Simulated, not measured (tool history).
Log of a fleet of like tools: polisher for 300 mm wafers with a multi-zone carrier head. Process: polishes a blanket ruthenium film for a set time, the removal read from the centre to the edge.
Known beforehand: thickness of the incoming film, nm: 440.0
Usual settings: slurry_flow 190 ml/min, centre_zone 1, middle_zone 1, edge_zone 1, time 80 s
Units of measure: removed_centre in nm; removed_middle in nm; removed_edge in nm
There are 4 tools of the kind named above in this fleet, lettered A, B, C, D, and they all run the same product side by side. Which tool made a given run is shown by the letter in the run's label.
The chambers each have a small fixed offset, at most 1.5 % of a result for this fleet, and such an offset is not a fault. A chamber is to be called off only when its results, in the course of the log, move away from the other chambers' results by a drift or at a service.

run,hour,slurry_flow,centre_zone,middle_zone,edge_zone,time,wafers polished on this pad,hours since the slurry nozzle was cleaned,hours since the centre zone pressure was calibrated,hours since the edge zone pressure was calibrated,removed_centre,removed_middle,removed_edge
1C,5.8,190,1,1,1,80,979,86.2,122,530.5,84.534,87.772,86.999
2D,9.7,190,1,1,1,80,504,361.7,1212.4,579,88.03,86.516,89.075
# hour 9.8: chamber C: worn pad replaced by a new one
3B,14.7,190,1,1,1,80,1262,175,786.7,478.3,84.972,87.66,85.58
4A,19.2,190,1,1,1,80,721,183.3,559.9,183.4,85.693,85.137,85.873
# hour 19.7: chamber B: worn pad replaced by a new one
# hour 19.9: chamber A: worn pad replaced by a new one
5D,24.3,190,0.92,1.04,1,80,595,376.3,1227,593.6,78.851,89.942,87.674
6A,29.5,190,0.92,1.04,1,80,60,193.6,570.2,193.7,78.28,89.837,85.288
7B,34.2,190,0.92,1.04,1,80,91,194.5,806.2,497.8,79.74,90.384,84.327
8C,39.1,190,0.92,1.04,1,80,184,119.5,155.3,563.8,78.57,90.348,87.147
9C,44.7,190,1,1,1,80,219,125.1,160.9,569.4,86.01,87.191,86.538
10A,50,190,1,1,1,80,189,214.1,590.7,214.2,86.436,86.377,86.437
11B,56,190,1,1,1,80,228,216.3,828,519.6,85.913,86.246,87.475
12D,62.8,190,1,1,1,80,838,414.8,1265.5,632.1,88.571,86.727,87.064
# hour 67.4: chamber D: worn pad replaced by a new one
13A,67.6,190,1,1,1,80,300,231.7,608.3,231.8,85.754,86.548,88.296
14D,72.9,190,1,1,1,80,35,424.9,1275.6,642.2,87.929,86.304,87.473
15B,77.2,190,1,1,1,80,362,237.5,849.2,540.8,84.489,85.765,84.361
16C,80.5,190,1,1,1,80,445,160.9,196.7,605.2,86.911,86.562,88.915
17C,84.6,190,1,1,1,80,470,165,200.8,609.3,87.18,86.162,87.675
18A,89.3,190,1,1,1,80,437,253.4,630,253.5,86.05,87.147,85.198
19B,93.6,190,1,1,0.9,56,465,253.9,865.6,557.2,59.834,59.348,57.978
# hour 95.1: chamber C: slurry nozzle cleaned
20D,100,190,1,1,0.9,56,205,452,1302.7,669.3,61.312,60.981,57.78
21B,103.2,190,1,1,0.9,56,525,263.5,875.2,566.8,56.947,59.529,56.539
22A,106.6,190,1,1,0.9,56,545,270.7,647.3,270.8,59.9,60.646,56.904
23D,112.8,190,1,1,1,80,286,464.8,1315.5,682.1,89.872,86.834,85.841
24C,117,190,1,1,1,80,674,22,233.2,641.7,86.675,86.076,86.398
25D,121.2,190,1.09,1,1,80,339,473.2,1323.9,690.5,95.323,88.004,85.304
26A,125,190,1.09,1,1,80,661,289.1,665.7,289.2,95.103,85.657,86.178
27C,130.1,190,1.09,1,1,80,757,35.1,246.3,654.8,94.159,86.682,87.954
28B,134.7,190,1.09,1,1,80,724,295,906.7,598.3,88.767,83.969,81.492
29D,140.3,190,1,1,1,80,459,492.3,1343,709.6,86.937,87.203,89.014
30C,144.3,190,1,0.91,1,80,846,49.3,260.5,669,85.938,79.708,88.484
31B,150.9,190,1,0.91,1,80,826,311.2,922.9,614.5,80.435,75.502,83.935

Each of the 4 chambers runs these same settings next. Fill in every chamber's results:
32A,155.9,190,1,1,1,96,,,,,?,?,?
32B,155.9,190,1,1,1,96,,,,,?,?,?
32C,155.9,190,1,1,1,96,,,,,?,?,?
32D,155.9,190,1,1,1,96,,,,,?,?,?

run,removed_centre,removed_middle,removed_edge
32A,103.2,104.25,105.1
32B,95.147,98.082,99.032
32C,102.64,105.49,104.6
32D,104.69,104.54,105.66
